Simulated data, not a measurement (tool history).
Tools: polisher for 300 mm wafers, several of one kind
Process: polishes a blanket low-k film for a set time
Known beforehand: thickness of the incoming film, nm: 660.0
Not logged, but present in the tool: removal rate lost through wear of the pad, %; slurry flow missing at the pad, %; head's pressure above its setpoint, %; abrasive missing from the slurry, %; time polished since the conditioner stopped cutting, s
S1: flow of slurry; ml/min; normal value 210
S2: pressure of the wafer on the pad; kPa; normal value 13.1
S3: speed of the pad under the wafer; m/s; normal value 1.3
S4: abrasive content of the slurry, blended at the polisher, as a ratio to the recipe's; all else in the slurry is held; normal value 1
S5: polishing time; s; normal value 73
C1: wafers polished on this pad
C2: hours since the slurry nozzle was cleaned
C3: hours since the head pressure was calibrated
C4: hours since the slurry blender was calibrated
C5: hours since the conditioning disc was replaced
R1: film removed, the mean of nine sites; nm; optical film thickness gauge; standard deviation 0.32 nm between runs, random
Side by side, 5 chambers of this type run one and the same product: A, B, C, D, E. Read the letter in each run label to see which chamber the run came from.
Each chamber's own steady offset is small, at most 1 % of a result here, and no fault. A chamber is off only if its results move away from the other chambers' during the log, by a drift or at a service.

Run 1B, hour 5.8: usual settings; C1 414; C2 91; C3 171.2; C4 79.4; C5 261.7. Result: R1 41.96 nm.
At hour 8.1: chamber C: slurry blender recalibrated.
Run 2E, hour 8.7: usual settings; C1 1070; C2 463.6; C3 140.1; C4 19.5; C5 55.5. Result: R1 43.393 nm.
Run 3C, hour 13.6: usual settings; C1 946; C2 71.6; C3 464.5; C4 5.6; C5 355. Result: R1 43.068 nm.
At hour 15.3: chamber A: head pressure recalibrated.
Run 4A, hour 19.6: usual settings; C1 434; C2 76; C3 4.4; C4 399.8; C5 148. Result: R1 42.002 nm.
Run 5D, hour 25.5: usual settings; C1 805; C2 196; C3 144.7; C4 82.2; C5 71. Result: R1 42.567 nm.
Run 6E, hour 28.3: usual settings; C1 1203; C2 483.2; C3 159.7; C4 39.1; C5 75.1. Result: R1 42.736 nm.
At hour 31.7: chamber E: worn pad replaced by a new one.
Run 7B, hour 33.9: usual settings but S3 1.5 m/s, S5 50 s; C1 605; C2 119.1; C3 199.3; C4 107.5; C5 289.8. Result: R1 33.002 nm.
At hour 35.5: chamber C: worn pad replaced by a new one.
Run 8A, hour 39.9: usual settings but S3 1.5 m/s, S5 50 s; C1 572; C2 96.3; C3 24.7; C4 420.1; C5 168.3. Result: R1 32.372 nm.
At hour 43.1: chamber B: worn pad replaced by a new one.
Run 9C, hour 45.3: usual settings but S3 1.5 m/s, S5 50 s; C1 66; C2 103.3; C3 496.2; C4 37.3; C5 386.7. Result: R1 33.334 nm.
At hour 47.5: chamber D: worn pad replaced by a new one.
At hour 49.5: chamber D: slurry blender recalibrated.
Run 10D, hour 51.5: usual settings but S3 1.5 m/s, S5 50 s; C1 27; C2 222; C3 170.7; C4 2; C5 97. Result: R1 32.491 nm.
Run 11E, hour 57.7: usual settings but S3 1.5 m/s, S5 50 s; C1 176; C2 512.6; C3 189.1; C4 68.5; C5 104.5. Result: R1 32.958 nm.
Run 12D, hour 61.5: usual settings; C1 95; C2 232; C3 180.7; C4 12; C5 107. Result: R1 42.462 nm.
At hour 62.2: chamber C: conditioning disc replaced and pad reconditioned.
Run 13C, hour 66.7: usual settings; C1 211; C2 124.7; C3 517.6; C4 58.7; C5 4.5. Result: R1 43.18 nm.
Run 14B, hour 72.9: usual settings; C1 202; C2 158.1; C3 238.3; C4 146.5; C5 328.8. Result: R1 42.205 nm.
Run 15A, hour 77.4: usual settings; C1 826; C2 133.8; C3 62.2; C4 457.6; C5 205.8. Result: R1 42.264 nm.
Run 16E, hour 81: usual settings; C1 334; C2 535.9; C3 212.4; C4 91.8; C5 127.8. Result: R1 42.695 nm.
Run 17D, hour 86.2: usual settings but S1 145 ml/min, S4 1.15; C1 262; C2 256.7; C3 205.4; C4 36.7; C5 131.7. Result: R1 42.651 nm.
At hour 87.2: chamber D: slurry nozzle cleaned.
Run 18C, hour 91.7: usual settings but S1 145 ml/min, S4 1.15; C1 381; C2 149.7; C3 542.6; C4 83.7; C5 29.5. Result: R1 44.032 nm.
At hour 94.7: chamber A: worn pad replaced by a new one.
Run 19A, hour 96.3: usual settings but S1 145 ml/min, S4 1.15; C1 11; C2 152.7; C3 81.1; C4 476.5; C5 224.7. Result: R1 42.908 nm.
At hour 99.7: chamber D: conditioning disc replaced and pad reconditioned.
Run 20B, hour 101.4: usual settings but S1 145 ml/min, S4 1.15; C1 395; C2 186.6; C3 266.8; C4 175; C5 357.3. Result: R1 42.753 nm.
Run 21C, hour 105: usual settings but S1 145 ml/min, S4 1.15; C1 471; C2 163; C3 555.9; C4 97; C5 42.8. Result: R1 43.784 nm.
Run 22B, hour 110.1: usual settings; C1 454; C2 195.3; C3 275.5; C4 183.7; C5 366. Result: R1 42.311 nm.
Run 23A, hour 115.7: usual settings; C1 142; C2 172.1; C3 100.5; C4 495.9; C5 244.1. Result: R1 42.526 nm.
Run 24D, hour 120.6: usual settings; C1 495; C2 33.5; C3 239.8; C4 71.1; C5 21. Result: R1 42.517 nm.
Run 25E, hour 125.6: usual settings; C1 636; C2 580.5; C3 257; C4 136.4; C5 172.4. Result: R1 42.908 nm.
Run 26C, hour 128.5: usual settings but S2 16.5 kPa; C1 630; C2 186.5; C3 579.4; C4 120.5; C5 66.3. Result: R1 56.135 nm.
At hour 131.7: chamber B: slurry blender recalibrated.
At hour 133.1: chamber A: slurry blender recalibrated.
Run 27D, hour 134.4: usual settings but S2 16.5 kPa; C1 589; C2 47.3; C3 253.6; C4 84.9; C5 34.8. Result: R1 53.988 nm.
Run 28E, hour 140.1: usual settings but S2 16.5 kPa; C1 734; C2 595; C3 271.5; C4 150.9; C5 186.9. Result: R1 53.943 nm.
Run 29B, hour 145.9: usual settings but S2 16.5 kPa; C1 697; C2 231.1; C3 311.3; C4 14.3; C5 401.8. Result: R1 53.196 nm.
At hour 148.2: chamber A: conditioning disc replaced and pad reconditioned.
Run 30A, hour 151.8: usual settings but S2 16.5 kPa; C1 387; C2 208.2; C3 136.6; C4 18.7; C5 3.6. Result: R1 54.198 nm.
Run 31A, hour 157.8: usual settings; C1 427; C2 214.2; C3 142.6; C4 24.7; C5 9.6. Result: R1 43.229 nm.
At hour 158.9: chamber D: slurry blender recalibrated.
Run 32B, hour 163.6: usual settings but S1 180 ml/min, S5 59 s; C1 817; C2 248.8; C3 329; C4 32; C5 419.5. Result: R1 33.095 nm.
Run 33D, hour 166.3: usual settings but S1 180 ml/min, S5 59 s; C1 805; C2 79.2; C3 285.5; C4 7.5; C5 66.7. Result: R1 33.472 nm.
Run 34C, hour 169.3: usual settings but S1 180 ml/min, S5 59 s; C1 906; C2 227.3; C3 620.2; C4 161.3; C5 107.1. Result: R1 35.271 nm.
Run 35E, hour 174.8: usual settings but S1 180 ml/min, S5 59 s; C1 969; C2 629.7; C3 306.2; C4 185.6; C5 221.6. Result: R1 33.943 nm.

For the next run the whole fleet of 5 chambers uses the same settings. Give each chamber's results:
Run 36A, hour 179.2: usual settings. Result: R1 ?.
Run 36B, hour 179.2: usual settings. Result: R1 ?.
Run 36C, hour 179.2: usual settings. Result: R1 ?.
Run 36D, hour 179.2: usual settings. Result: R1 ?.
Run 36E, hour 179.2: usual settings. Result: R1 ?.

run      R1
36A  42.513
36B  42.046
36C  44.127
36D  42.158
36E  42.852
